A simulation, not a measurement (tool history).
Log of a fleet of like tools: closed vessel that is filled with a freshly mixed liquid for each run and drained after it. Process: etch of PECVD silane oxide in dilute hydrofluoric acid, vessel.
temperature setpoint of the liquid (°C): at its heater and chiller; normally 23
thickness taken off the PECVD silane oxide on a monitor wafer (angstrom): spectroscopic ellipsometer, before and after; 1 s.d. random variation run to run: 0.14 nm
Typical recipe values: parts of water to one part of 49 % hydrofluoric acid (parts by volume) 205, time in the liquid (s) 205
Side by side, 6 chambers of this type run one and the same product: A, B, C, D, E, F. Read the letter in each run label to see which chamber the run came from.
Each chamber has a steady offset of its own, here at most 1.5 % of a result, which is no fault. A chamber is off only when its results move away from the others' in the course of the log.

run   hour  temperature setpoint of the liquid (°C)  parts of water to one part of 49 % hydrofluoric acid (parts by volume)  time in the liquid (s)  hours since the thermometer was replaced  hours since the hydrofluoric acid flow meter was replaced  read-back film thickness of the PECVD silane oxide reference wafer, read on the same gauge (nm)  thickness taken off the PECVD silane oxide on a monitor wafer (angstrom)
 1A    7.7                                       23                                                                     205                     205                                     670.1                                                     2505.9                                                                                           39.996                                                                     260.7
 2C   13.6                                       23                                                                     205                     205                                     912.3                                                        225                                                                                           39.983                                                                    258.08
 3F   20.1                                       23                                                                     205                     205                                    1317.5                                                      609.1                                                                                           39.968                                                                    255.88
 4B   27.1                                       23                                                                     205                     205                                     534.2                                                      287.1                                                                                            40.03                                                                    258.83
 5D   36.5                                       23                                                                     205                     205                                    2167.1                                                      336.8                                                                                           40.001                                                                    252.39
 6E   42.8                                       23                                                                     205                     115                                     494.1                                                      405.1                                                                                           39.986                                                                    144.68
 7D   52.9                                       23                                                                     205                     115                                    2183.5                                                      353.2                                                                                           39.991                                                                    144.97
 8E   58.7                                       23                                                                     205                     115                                       510                                                        421                                                                                           40.019                                                                     145.3
 9B   69.1                                       23                                                                     205                     115                                     576.2                                                      329.1                                                                                            39.99                                                                    145.77
      78.9  -- chamber B: thermometer replaced
10C   79.7                                       23                                                                     205                     115                                     978.4                                                      291.1                                                                                           39.984                                                                    145.27
11A   86.7                                       23                                                                     205                     115                                     749.1                                                     2584.9                                                                                           39.964                                                                    146.31
      87.6  -- chamber A: hydrofluoric acid flow meter replaced
12F   91.7                                     18.5                                                                     150                     205                                    1389.1                                                      680.7                                                                                           40.012                                                                    311.75
      98.6  -- chamber C: thermometer replaced
13D  102.4                                     18.5                                                                     150                     205                                      2233                                                      402.7                                                                                           39.961                                                                    306.65
14B  111.1                                     18.5                                                                     150                     205                                      32.3                                                      371.1                                                                                           40.019                                                                    315.56
15E  120.7                                     18.5                                                                     150                     205                                       572                                                        483                                                                                           40.015                                                                    321.05
16C    129                                     18.5                                                                     150                     205                                      30.5                                                      340.4                                                                                           40.001                                                                    313.67
17F  134.8                                     18.5                                                                     150                     205                                    1432.2                                                      723.8                                                                                           40.013                                                                    309.68
18A  139.5                                       23                                                                     205                     310                                     801.9                                                         52                                                                                           40.005                                                                    392.24
19F  148.8                                       23                                                                     205                     310                                    1446.2                                                      737.8                                                                                           40.013                                                                    381.73
20E  156.6                                       23                                                                     205                     310                                     607.9                                                      518.9                                                                                           39.986                                                                    401.86
21C  164.8                                       23                                                                     205                     310                                      66.3                                                      376.2                                                                                           40.012                                                                    393.19
22D  172.4                                       23                                                                     205                     310                                      2303                                                      472.7                                                                                           40.003                                                                    386.96
23B  183.1                                       23                                                                     205                     310                                     104.3                                                      443.1                                                                                           40.045                                                                    394.64
24A    188                                       23                                                                     205                     205                                     850.4                                                      100.5                                                                                            40.01                                                                    258.85
25D  197.8                                       23                                                                     205                     205                                    2328.4                                                      498.1                                                                                           39.999                                                                     254.8
26F  203.5                                       23                                                                     250                     205                                    1500.9                                                      792.5                                                                                           40.014                                                                    200.73
27E  213.4                                       23                                                                     250                     205                                     664.7                                                      575.7                                                                                           39.996                                                                    208.87
28A    221                                       23                                                                     250                     205                                     883.4                                                      133.5                                                                                           40.003                                                                    202.02
29B  228.1                                       23                                                                     250                     205                                     149.3                                                      488.1                                                                                           39.982                                                                    204.92
30C  237.4                                       23                                                                     250                     205                                     138.9                                                      448.8                                                                                           40.023                                                                    205.41
31B  246.9                                       23                                                                     250                     205                                     168.1                                                      506.9                                                                                           40.013                                                                    205.19
32E  254.9                                       23                                                                     205                     205                                     706.2                                                      617.2                                                                                           40.014                                                                    272.36
33D  259.6                                       23                                                                     280                      95                                    2390.2                                                      559.9                                                                                           40.007                                                                    80.986
34A  267.7                                       23                                                                     280                      95                                     930.1                                                      180.2                                                                                           40.029                                                                    81.794
35C  277.8                                       23                                                                     280                      95                                     179.3                                                      489.2                                                                                           40.015                                                                    82.593
36F    286                                       23                                                                     280                      95                                    1583.4                                                        875                                                                                           40.015                                                                    79.692
37D  292.6                                       23                                                                     280                      95                                    2423.2                                                      592.9                                                                                           40.013                                                                    80.434
38F  297.7                                       23                                                                     280                      95                                    1595.1                                                      886.7                                                                                           40.021                                                                    80.312
39B  305.4                                       23                                                                     205                     205                                     226.6                                                      565.4                                                                                           39.996                                                                    258.74
40E  315.7                                       23                                                                     205                     205                                       767                                                        678                                                                                           40.007                                                                    275.56
41A  321.9                                       23                                                                     205                     205                                     984.3                                                      234.4                                                                                           39.997                                                                    259.02

Next, every chamber runs the same settings. What will each give?
42A  329.7                                       23                                                                     205                     205                                                                                                                                                                                                                                                                               ?
42B  329.7                                       23                                                                     205                     205                                                                                                                                                                                                                                                                               ?
42C  329.7                                       23                                                                     205                     205                                                                                                                                                                                                                                                                               ?
42D  329.7                                       23                                                                     205                     205                                                                                                                                                                                                                                                                               ?
42E  329.7                                       23                                                                     205                     205                                                                                                                                                                                                                                                                               ?
42F  329.7                                       23                                                                     205                     205                                                                                                                                                                                                                                                                               ?

run  thickness taken off the PECVD silane oxide on a monitor wafer (angstrom)
42A                                                                    259.03
42B                                                                    260.18
42C                                                                    258.94
42D                                                                    258.38
42E                                                                    276.29
42F                                                                    254.99
